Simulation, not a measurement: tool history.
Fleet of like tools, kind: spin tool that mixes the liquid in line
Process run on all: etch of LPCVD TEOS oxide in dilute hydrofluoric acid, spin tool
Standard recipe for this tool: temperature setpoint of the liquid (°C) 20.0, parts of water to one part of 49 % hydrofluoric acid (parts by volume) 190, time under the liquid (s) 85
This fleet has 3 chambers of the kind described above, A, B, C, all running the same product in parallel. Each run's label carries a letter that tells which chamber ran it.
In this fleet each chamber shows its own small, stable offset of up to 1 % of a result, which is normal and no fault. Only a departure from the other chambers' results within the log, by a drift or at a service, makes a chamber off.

run	hour	temperature setpoint of the liquid (°C)	parts of water to one part of 49 % hydrofluoric acid (parts by volume)	time under the liquid (s)	hours since the thermometer was replaced	hours since the hydrofluoric acid flow meter was replaced	read-back film thickness of the LPCVD TEOS oxide reference wafer, read on the same gauge (nm)	thickness taken off the LPCVD TEOS oxide on a monitor wafer (nm)
1C	3.0	20.0	190	85	580.6	76.2	60.009	9.8350
2A	6.7	20.0	190	85	602.7	488.6	59.996	9.7123
3B	12.1	20.0	190	85	231.5	1513.2	59.990	9.6836
4C	15.3	20.0	190	85	592.9	88.5	60.017	9.7375
5B	20.7	20.0	190	85	240.1	1521.8	59.995	9.8268
6A	25.9	20.0	190	85	621.9	507.8	60.003	9.7408
7B	28.8	20.0	190	85	248.2	1529.9	60.004	9.8302
8A	31.6	24.5	190	85	627.6	513.5	59.962	11.6530
9C	35.5	24.5	190	85	613.1	108.7	59.985	11.4130
10B	39.7	24.5	190	85	259.1	1540.8	60.008	11.4520
11C	43.6	20.0	190	85	621.2	116.8	59.982	9.7496
12A	46.4	20.0	190	60	642.4	528.3	59.996	6.9246
13A	49.8	20.0	190	60	645.8	531.7	59.989	6.8373
14C	54.6	20.0	190	60	632.2	127.8	60.002	6.8367
15B	59.9	20.0	190	85	279.3	1561.0	60.007	9.8068
16A	63.4	20.0	225	65	659.4	545.3	60.011	6.1384
17B	67.8	20.0	225	65	287.2	1568.9	60.015	6.0788
18C	70.4	20.0	225	65	648.0	143.6	59.993	6.0881
19C	74.9	20.0	190	85	652.5	148.1	59.987	9.7144
20A	78.6	20.0	190	85	674.6	560.5	59.980	9.8650
21B	83.0	20.0	190	85	302.4	1584.1	60.000	9.9304
22C	86.9	20.0	190	85	664.5	160.1	59.969	9.7134
23A	90.4	20.0	190	85	686.4	572.3	59.978	9.6879
24B	94.8	20.0	190	85	314.2	1595.9	60.021	10.3670
25B	98.1	20.0	190	85	317.5	1599.2	59.974	10.0530
26A	102.2	20.0	190	85	698.2	584.1	59.997	9.6162
27C	106.9	20.0	190	85	684.5	180.1	60.008	9.5886
28A	111.2	20.0	190	85	707.2	593.1	60.008	9.8115
29C	116.4	20.0	190	85	694.0	189.6	60.005	9.8396
30B	122.1	20.0	190	85	341.5	1623.2	60.000	10.4440
# hour 125.6: chamber A: thermometer replaced
31A	126.4	20.0	190	85	0.8	608.3	59.991	9.7801
32C	130.8	20.0	190	85	708.4	204.0	59.999	9.6563
33B	134.8	20.0	190	85	354.2	1635.9	60.012	10.7610
34A	138.4	20.0	190	85	12.8	620.3	60.005	9.6772
35C	142.9	20.0	190	85	720.5	216.1	60.006	9.9471

Which is it: a chamber that has drifted or been left off by a service, a gauge drift common to all chambers, or only each chamber's usual small offset? If a chamber is off, name it and its likeliest cause.

It is chamber B that slowly wanders off from its peers.
What lies behind it: liquid hotter than its thermometer reads (K) = 2.56.
It could be hard to tell apart here from: hydrofluoric acid flow above the setpoint (%).

Which of the 4 candidates below, each the usual settings with something changed and its results left as question marks, puts chamber B back in line with what the other chambers give on the usual settings?
In line here means within this much of the mean the other chambers give on the usual settings: thickness taken off the LPCVD TEOS oxide on a monitor wafer (nm) 0.3400
36B-1	147.2	20.0	175	90				?
36B-2	147.2	20.0	205	80				?
36B-3	147.2	20.0	185	90				?
36B-4	147.2	20.0	205	85				?

What the other chambers average on the usual settings: thickness taken off the LPCVD TEOS oxide on a monitor wafer (nm) 9.7118
run	thickness taken off the LPCVD TEOS oxide on a monitor wafer (nm)
36B-1	12.4980
36B-2	9.1676
36B-3	11.6870
36B-4	9.7406
With 36B-4, the chamber falls back in line with the rest.
